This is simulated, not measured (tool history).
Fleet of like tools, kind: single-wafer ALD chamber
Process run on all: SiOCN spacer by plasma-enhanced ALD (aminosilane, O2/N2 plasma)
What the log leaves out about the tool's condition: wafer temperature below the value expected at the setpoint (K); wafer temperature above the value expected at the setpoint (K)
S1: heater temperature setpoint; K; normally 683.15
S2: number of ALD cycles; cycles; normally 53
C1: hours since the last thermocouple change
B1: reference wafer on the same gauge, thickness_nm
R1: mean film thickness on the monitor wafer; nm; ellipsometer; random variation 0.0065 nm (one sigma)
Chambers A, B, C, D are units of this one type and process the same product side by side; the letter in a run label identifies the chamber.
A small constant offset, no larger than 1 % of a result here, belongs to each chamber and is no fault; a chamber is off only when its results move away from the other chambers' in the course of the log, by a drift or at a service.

run,day,S1,S2,C1,B1,R1
1C,0.462,683.15,53,1090.9,2.6614,3.1000
2D,0.854,683.15,53,1528.8,2.6616,3.0883
3A,1.171,683.15,53,1659.5,2.6599,3.0989
4B,1.554,683.15,53,1232.9,2.6601,3.1264
5B,1.929,683.15,53,1241.9,2.6596,3.1099
6A,2.262,683.15,53,1685.7,2.6590,3.0900
7C,2.729,692.15,58,1145.3,2.6607,3.2894
8D,3.121,692.15,58,1583.2,2.6596,3.2895
9D,3.404,692.15,58,1590.0,2.6597,3.2652
10C,3.862,692.15,58,1172.5,2.6601,3.2877
11B,4.212,683.15,53,1296.7,2.6600,3.1071
12A,4.612,683.15,53,1742.1,2.6585,3.0962
13C,4.979,683.15,46,1199.3,2.6610,2.6982
14A,5.412,683.15,46,1761.3,2.6598,2.6770
15B,5.942,683.15,46,1338.2,2.6599,2.6976
16D,6.454,683.15,46,1663.2,2.6608,2.6684
17C,6.942,683.15,53,1246.4,2.6596,3.0860
18D,7.267,683.15,53,1682.7,2.6593,3.0723
19B,7.779,683.15,53,1382.3,2.6601,3.1167
# day 7.867: chamber D: thermocouple changed; heater temperature recalibrated
20A,8.279,677.15,46,1830.1,2.6603,2.7369
21B,8.721,677.15,46,1404.9,2.6612,2.7434
22D,9.088,677.15,46,29.4,2.6598,2.7276
# day 9.417: chamber A: thermocouple changed; heater temperature recalibrated
23A,9.450,677.15,46,0.9,2.6608,2.7386
24C,9.938,683.15,53,1318.3,2.6605,3.1023
25D,10.388,683.15,53,60.6,2.6603,3.0887
26C,10.696,683.15,53,1336.5,2.6610,3.0967
27B,11.021,678.15,62,1460.1,2.6602,3.7098
28A,11.517,678.15,62,50.5,2.6591,3.6755
29D,11.800,678.15,62,94.5,2.6610,3.6587
30C,12.071,678.15,62,1369.5,2.6588,3.6692
31A,12.529,683.15,53,74.8,2.6597,3.1003
32B,12.804,683.15,53,1502.9,2.6601,3.1021
33A,13.188,683.15,53,90.6,2.6595,3.1034
34B,13.700,683.15,53,1524.4,2.6614,3.1134
35C,14.208,683.15,53,1420.8,2.6595,3.1026
36D,14.567,683.15,48,160.9,2.6607,2.7964
37A,15.021,683.15,48,134.6,2.6600,2.8004
38B,15.450,683.15,48,1566.4,2.6589,2.8133
39D,15.867,683.15,48,192.1,2.6599,2.7852
40C,16.250,672.15,58,1469.8,2.6612,3.4966
41A,16.579,672.15,58,172.0,2.6601,3.4794
42C,16.879,672.15,58,1484.9,2.6595,3.4779

Decide between three cases: one chamber stands off from its peers, the gauge reading all wafers drifts, or nothing is wrong past each chamber's small offset. Where a chamber is off, say which and what most likely put it there.

Neither any chamber nor the gauge drifts; the chambers differ only by their own small, steady offsets.

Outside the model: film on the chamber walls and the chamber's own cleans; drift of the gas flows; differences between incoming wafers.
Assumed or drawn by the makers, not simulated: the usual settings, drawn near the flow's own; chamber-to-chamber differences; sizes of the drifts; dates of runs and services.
